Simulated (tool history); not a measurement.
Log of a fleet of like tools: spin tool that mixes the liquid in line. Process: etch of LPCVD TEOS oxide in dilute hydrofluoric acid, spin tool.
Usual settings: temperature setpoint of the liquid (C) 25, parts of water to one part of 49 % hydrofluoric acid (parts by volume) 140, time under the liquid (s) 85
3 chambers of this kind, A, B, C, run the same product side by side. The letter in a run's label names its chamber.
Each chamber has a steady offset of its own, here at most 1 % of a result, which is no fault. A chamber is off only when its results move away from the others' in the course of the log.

run	hour	temperature setpoint of the liquid (C)	parts of water to one part of 49 % hydrofluoric acid (parts by volume)	time under the liquid (s)	hours since the thermometer was replaced	hours since the hydrofluoric acid flow meter was replaced	read-back film thickness of the LPCVD TEOS oxide reference wafer, read on the same gauge (nm)	thickness taken off the LPCVD TEOS oxide on a monitor wafer (Å)
1C	12.1	25	140	85	1419.5	865.6	120.03	227.73
2B	20.3	25	140	85	2109.7	613	119.99	228.22
3A	30.4	25	140	85	1162.7	459.2	120	228.46
4C	42.7	25	140	85	1450.1	896.2	120.01	230.97
5B	54.6	25	140	85	2144	647.3	119.98	228.98
6A	62.7	25	140	85	1195	491.5	120	226.12
7A	75.2	25	140	85	1207.5	504	119.99	227.53
8B	85	25	140	85	2174.4	677.7	119.99	229.2
9C	92.1	25	140	85	1499.5	945.6	120	229.61
# hour 93.6: chamber C: hydrofluoric acid flow meter replaced
10A	104	25	140	85	1236.3	532.8	119.97	225.63
11B	115.6	25	140	85	2205	708.3	119.99	228.67
12C	125.4	25	140	85	1532.8	31.8	119.99	226.8
13A	137.7	25	140	85	1270	566.5	120	225.78
14B	145	25	140	85	2234.4	737.7	119.99	228.71
15C	151.3	25	140	85	1558.7	57.7	120	228.02
16C	159.5	25	140	85	1566.9	65.9	120	228.6
17A	171.3	25	140	120	1303.6	600.1	120	311.8
18B	177.4	25	140	120	2266.8	770.1	120	322.44
19A	184.1	25	140	120	1316.4	612.9	120.01	312.31
20B	194.6	25	140	85	2284	787.3	120	229.22
21C	202.3	25	140	85	1609.7	108.7	120	227.86
22C	214.1	25	140	85	1621.5	120.5	119.98	230.01
23B	223.4	25	140	40	2312.8	816.1	120.01	107.21
24A	234.3	25	140	40	1366.6	663.1	119.99	102.42
25B	241	25	140	40	2330.4	833.7	119.99	108.01
26A	249.1	25	140	85	1381.4	677.9	120.01	218.49
27C	256.6	25	140	85	1664	163	120.01	226.43
28C	263.2	25	140	85	1670.6	169.6	119.99	227.95
29B	270.6	25	140	85	2360	863.3	119.99	228.83
30A	277.1	25	140	85	1409.4	705.9	119.99	215.66
31A	283.2	25	140	85	1415.5	712	120.01	214.76
32C	294.3	25	140	85	1701.7	200.7	120	230.18
33B	303.9	25	140	85	2393.3	896.6	120.01	228.45
34B	315.1	25	140	85	2404.5	907.8	120.01	230.25
35C	322.5	25	140	85	1729.9	228.9	119.98	229.27
36A	329.1	26.5	140	100	1461.4	757.9	120.02	266.79
37B	342	26.5	140	100	2431.4	934.7	119.98	283.74
38C	352.6	26.5	140	100	1760	259	120.01	282.18
39A	361.3	25	140	85	1493.6	790.1	119.98	211.48
40A	372.2	25	140	85	1504.5	801	119.98	211.51
41C	378.5	25	140	85	1785.9	284.9	119.98	229.02
42B	390.7	25	140	85	2480.1	983.4	120.01	226.33

Is one chamber off against the others, does the gauge drift, or is nothing wrong? If a chamber is off, say which, and what the likeliest cause is.

Chamber A drifts away from the others.
Cause: hydrofluoric acid flow below the setpoint (%) = 6.66.
The log may not tell that from: liquid colder than its thermometer reads (K).

Here are 4 candidates for chamber A's next run, each the usual settings with a change, their results left as question marks. Which one brings its results back in line with what the others give on the usual settings?
In line means no further than this from the other chambers' mean on the usual settings: thickness taken off the LPCVD TEOS oxide on a monitor wafer (Å) 4.9
43A-1	399.9	27.5	140	85				?
43A-2	399.9	25	145	85				?
43A-3	399.9	25	150	85				?
43A-4	399.9	25	135	85				?

The other chambers' mean on the usual settings: thickness taken off the LPCVD TEOS oxide on a monitor wafer (Å) 229.13
run	thickness taken off the LPCVD TEOS oxide on a monitor wafer (Å)
43A-1	230.29
43A-2	201.32
43A-3	193.43
43A-4	218.88
43A-1 brings the chamber back in line.

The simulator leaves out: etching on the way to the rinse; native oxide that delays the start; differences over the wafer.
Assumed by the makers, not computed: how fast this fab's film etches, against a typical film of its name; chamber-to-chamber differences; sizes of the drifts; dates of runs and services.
